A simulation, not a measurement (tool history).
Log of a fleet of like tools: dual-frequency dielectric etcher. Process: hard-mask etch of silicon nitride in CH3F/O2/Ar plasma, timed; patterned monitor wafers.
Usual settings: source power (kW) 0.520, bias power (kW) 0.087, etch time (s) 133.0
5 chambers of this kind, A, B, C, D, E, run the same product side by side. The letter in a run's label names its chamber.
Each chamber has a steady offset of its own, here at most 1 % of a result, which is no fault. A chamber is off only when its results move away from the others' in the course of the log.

| run | hour | source power (kW) | bias power (kW) | etch time (s) | hours since the last wet clean | hours since the last source power generator calibration | hours since the last bias power generator calibration | read-back reference wafer on the same gauge, depth_nm | mean etch depth across the wafer (Å) |
|---|---|---|---|---|---|---|---|---|---|
| 1A | 7.3 | 0.520 | 0.087 | 133.0 | 111.0 | 4729.1 | 1594.5 | 101.92 | 1106.50 |
| 2E | 15.7 | 0.520 | 0.087 | 133.0 | 19.6 | 575.3 | 1300.9 | 102.07 | 1101.40 |
|  | 19.5 | chamber C: wet clean of the chamber |
| 3D | 24.5 | 0.520 | 0.087 | 133.0 | 184.6 | 339.9 | 1001.5 | 102.03 | 1096.50 |
| 4B | 34.3 | 0.520 | 0.087 | 133.0 | 251.3 | 972.2 | 1244.0 | 101.99 | 1099.00 |
| 5C | 39.2 | 0.570 | 0.087 | 169.5 | 19.7 | 1834.4 | 1757.9 | 102.05 | 1444.70 |
| 6D | 48.2 | 0.570 | 0.087 | 169.5 | 208.3 | 363.6 | 1025.2 | 102.01 | 1456.90 |
| 7B | 53.1 | 0.570 | 0.087 | 169.5 | 270.1 | 991.0 | 1262.8 | 102.09 | 1447.10 |
| 8E | 59.7 | 0.570 | 0.087 | 169.5 | 63.6 | 619.3 | 1344.9 | 102.07 | 1453.50 |
| 9C | 70.3 | 0.570 | 0.087 | 169.5 | 50.8 | 1865.5 | 1789.0 | 102.04 | 1436.10 |
| 10A | 81.1 | 0.520 | 0.087 | 133.0 | 184.8 | 4802.9 | 1668.3 | 102.06 | 1101.80 |
| 11D | 89.4 | 0.520 | 0.087 | 133.0 | 249.5 | 404.8 | 1066.4 | 102.01 | 1101.50 |
| 12A | 94.2 | 0.520 | 0.087 | 133.0 | 197.9 | 4816.0 | 1681.4 | 102.03 | 1106.90 |
| 13E | 99.8 | 0.520 | 0.087 | 133.0 | 103.7 | 659.4 | 1385.0 | 102.02 | 1107.60 |
| 14C | 110.2 | 0.520 | 0.087 | 133.0 | 90.7 | 1905.4 | 1828.9 | 102.02 | 1089.30 |
|  | 118.6 | chamber C: bias power generator calibrated |
| 15B | 120.1 | 0.520 | 0.087 | 133.0 | 337.1 | 1058.0 | 1329.8 | 102.01 | 1095.60 |
| 16C | 125.1 | 0.520 | 0.087 | 133.0 | 105.6 | 1920.3 | 6.5 | 102.01 | 1089.60 |
| 17A | 135.6 | 0.520 | 0.087 | 133.0 | 239.3 | 4857.4 | 1722.8 | 101.99 | 1100.70 |
| 18D | 142.1 | 0.520 | 0.087 | 133.0 | 302.2 | 457.5 | 1119.1 | 101.96 | 1107.00 |
|  | 145.1 | chamber B: wet clean of the chamber |
| 19B | 148.4 | 0.520 | 0.087 | 133.0 | 3.3 | 1086.3 | 1358.1 | 102.00 | 1066.80 |
| 20E | 159.1 | 0.520 | 0.087 | 133.0 | 163.0 | 718.7 | 1444.3 | 102.06 | 1105.60 |
| 21E | 167.9 | 0.520 | 0.087 | 133.0 | 171.8 | 727.5 | 1453.1 | 102.00 | 1110.20 |
| 22A | 174.1 | 0.520 | 0.087 | 133.0 | 277.8 | 4895.9 | 1761.3 | 101.92 | 1100.40 |
| 23C | 180.0 | 0.520 | 0.087 | 133.0 | 160.5 | 1975.2 | 61.4 | 102.01 | 1091.90 |
| 24D | 184.9 | 0.520 | 0.087 | 133.0 | 345.0 | 500.3 | 1161.9 | 101.95 | 1099.80 |
| 25B | 191.0 | 0.520 | 0.087 | 133.0 | 45.9 | 1128.9 | 1400.7 | 102.07 | 1062.90 |
| 26B | 197.1 | 0.520 | 0.087 | 133.0 | 52.0 | 1135.0 | 1406.8 | 101.93 | 1055.20 |
|  | 204.7 | chamber A: source power generator calibrated |
| 27A | 205.4 | 0.520 | 0.087 | 133.0 | 309.1 | 0.7 | 1792.6 | 101.99 | 1106.60 |
| 28C | 210.4 | 0.520 | 0.087 | 133.0 | 190.9 | 2005.6 | 91.8 | 101.96 | 1091.70 |
| 29D | 215.5 | 0.520 | 0.087 | 133.0 | 375.6 | 530.9 | 1192.5 | 101.96 | 1098.50 |
| 30E | 223.3 | 0.520 | 0.087 | 133.0 | 227.2 | 782.9 | 1508.5 | 101.98 | 1103.60 |
| 31C | 230.2 | 0.520 | 0.087 | 151.5 | 210.7 | 2025.4 | 111.6 | 101.98 | 1241.50 |
| 32A | 237.1 | 0.520 | 0.087 | 151.5 | 340.8 | 32.4 | 1824.3 | 101.98 | 1256.30 |
| 33B | 242.6 | 0.520 | 0.087 | 151.5 | 97.5 | 1180.5 | 1452.3 | 101.99 | 1202.80 |
| 34D | 252.1 | 0.520 | 0.087 | 151.5 | 412.2 | 567.5 | 1229.1 | 101.99 | 1255.50 |
| 35E | 261.3 | 0.520 | 0.087 | 151.5 | 265.2 | 820.9 | 1546.5 | 101.94 | 1260.70 |

Is one chamber off against the others, does the gauge drift, or is nothing wrong? If a chamber is off, say which, and what the likeliest cause is.

A service left chamber B off against the others.
Cause: etch rate under this chamber's usual, % = 3.52.

Here are 4 candidates for chamber B's next run, each the usual settings with a change, their results left as question marks. Which one brings its results back in line with what the others give on the usual settings?
In line means no further than this from the other chambers' mean on the usual settings: mean etch depth across the wafer (Å) 11.00
| 36B-1 | 269.3 | 0.510 | 0.086 | 124.0 |  |  |  |  | ? |
| 36B-2 | 269.3 | 0.520 | 0.108 | 133.0 |  |  |  |  | ? |
| 36B-3 | 269.3 | 0.490 | 0.083 | 133.0 |  |  |  |  | ? |
| 36B-4 | 269.3 | 0.550 | 0.091 | 133.0 |  |  |  |  | ? |

The other chambers' mean on the usual settings: mean etch depth across the wafer (Å) 1100.20
| run | mean etch depth across the wafer (Å) |
|---|---|
| 36B-1 | 976.55 |
| 36B-2 | 1144.80 |
| 36B-3 | 1019.00 |
| 36B-4 | 1099.30 |
36B-4 brings the chamber back in line.
